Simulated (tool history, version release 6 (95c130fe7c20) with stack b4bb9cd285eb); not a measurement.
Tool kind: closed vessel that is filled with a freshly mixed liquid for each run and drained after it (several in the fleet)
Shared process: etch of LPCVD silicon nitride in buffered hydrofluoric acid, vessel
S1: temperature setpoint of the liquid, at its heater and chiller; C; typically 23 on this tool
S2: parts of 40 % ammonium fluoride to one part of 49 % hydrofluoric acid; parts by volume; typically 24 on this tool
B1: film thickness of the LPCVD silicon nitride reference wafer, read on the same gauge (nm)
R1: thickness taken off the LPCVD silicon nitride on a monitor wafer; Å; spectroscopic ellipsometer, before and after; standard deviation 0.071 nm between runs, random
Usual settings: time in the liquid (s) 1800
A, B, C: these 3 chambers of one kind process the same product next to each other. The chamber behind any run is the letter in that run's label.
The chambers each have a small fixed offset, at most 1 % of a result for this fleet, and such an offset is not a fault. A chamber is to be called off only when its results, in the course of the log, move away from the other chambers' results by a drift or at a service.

run 1B hour=5.9 | S1=23 S2=24 time_in_the_liquid_(s)=1800 | B1=80 | R1=114.03
run 2C hour=10.7 | S1=23 S2=24 time_in_the_liquid_(s)=1800 | B1=79.997 | R1=112.71
run 3A hour=15.6 | S1=23 S2=24 time_in_the_liquid_(s)=1800 | B1=79.994 | R1=113.91
run 4B hour=19.1 | S1=23 S2=24 time_in_the_liquid_(s)=1800 | B1=80.02 | R1=113.93
run 5C hour=23.5 | S1=23 S2=24 time_in_the_liquid_(s)=1800 | B1=80.006 | R1=113.66
run 6A hour=27.1 | S1=23 S2=24 time_in_the_liquid_(s)=1800 | B1=79.98 | R1=114.78
run 7C hour=32.3 | S1=23 S2=24 time_in_the_liquid_(s)=1800 | B1=80.005 | R1=113.5
run 8A hour=38 | S1=25 S2=24 time_in_the_liquid_(s)=2145 | B1=79.988 | R1=153.6
run 9B hour=42.4 | S1=25 S2=24 time_in_the_liquid_(s)=2145 | B1=80.004 | R1=154.57
run 10C hour=46.5 | S1=25 S2=24 time_in_the_liquid_(s)=2145 | B1=80.003 | R1=151.78
run 11B hour=50.5 | S1=23 S2=24 time_in_the_liquid_(s)=1800 | B1=80.003 | R1=115.45
run 12A hour=56.9 | S1=25 S2=24 time_in_the_liquid_(s)=1800 | B1=79.979 | R1=127.69
run 13C hour=63.4 | S1=25 S2=24 time_in_the_liquid_(s)=1800 | B1=80.001 | R1=128.46
run 14B hour=70 | S1=25 S2=24 time_in_the_liquid_(s)=1800 | B1=80.025 | R1=126.21
run 15A hour=75.8 | S1=23 S2=24 time_in_the_liquid_(s)=1800 | B1=79.988 | R1=115.02
run 16C hour=81.3 | S1=23 S2=24 time_in_the_liquid_(s)=1800 | B1=79.971 | R1=114.95
run 17A hour=86.9 | S1=23 S2=24 time_in_the_liquid_(s)=1800 | B1=79.994 | R1=115.72
run 18B hour=92.1 | S1=23 S2=24 time_in_the_liquid_(s)=1800 | B1=79.987 | R1=113.89
run 19B hour=95.4 | S1=23 S2=24 time_in_the_liquid_(s)=1800 | B1=79.966 | R1=114.66
run 20C hour=100.6 | S1=23 S2=24 time_in_the_liquid_(s)=1800 | B1=79.998 | R1=116.81
-- hour=105.4 chamber B: hydrofluoric acid flow meter replaced
run 21A hour=106.9 | S1=23 S2=24 time_in_the_liquid_(s)=1800 | B1=79.986 | R1=114.42
run 22B hour=110 | S1=21 S2=20.5 time_in_the_liquid_(s)=1800 | B1=79.973 | R1=113.8
run 23A hour=113.2 | S1=21 S2=20.5 time_in_the_liquid_(s)=1800 | B1=79.99 | R1=114.16
run 24C hour=116.3 | S1=21 S2=20.5 time_in_the_liquid_(s)=1800 | B1=79.957 | R1=118.45

Is one chamber out of step, is the gauge drifting, or do the chambers differ by no more than their own small offsets? For an off chamber, give its letter and the likeliest cause.

Little by little, chamber C moves away from the other chambers.
Cause: hydrofluoric acid flow above the setpoint (%) = 5.74.
It could be hard to tell apart here from: liquid hotter than its thermometer reads (K).

Below are 4 candidate recipes for chamber C's next run, each the usual settings with a change, their results shown as question marks. Which of them brings C's results back in line with what the other chambers give on the usual settings?
In line here means within this much of the mean the other chambers give on the usual settings: R1 2.5 Å
run 25C-1 hour=121.1 | S1=23 S2=24 time_in_the_liquid_(s)=1755 | R1=?
run 25C-2 hour=121.1 | S1=23 S2=24 time_in_the_liquid_(s)=1845 | R1=?
run 25C-3 hour=121.1 | S1=23 S2=24.5 time_in_the_liquid_(s)=1715 | R1=?
run 25C-4 hour=121.1 | S1=23 S2=23.5 time_in_the_liquid_(s)=1885 | R1=?

The mean the other chambers reach with the usual settings: R1 114.46 Å
run=25C-1 R1=115.05
run=25C-2 R1=120.95
run=25C-3 R1=110.85
run=25C-4 R1=125.37
25C-1 brings the chamber back in line.
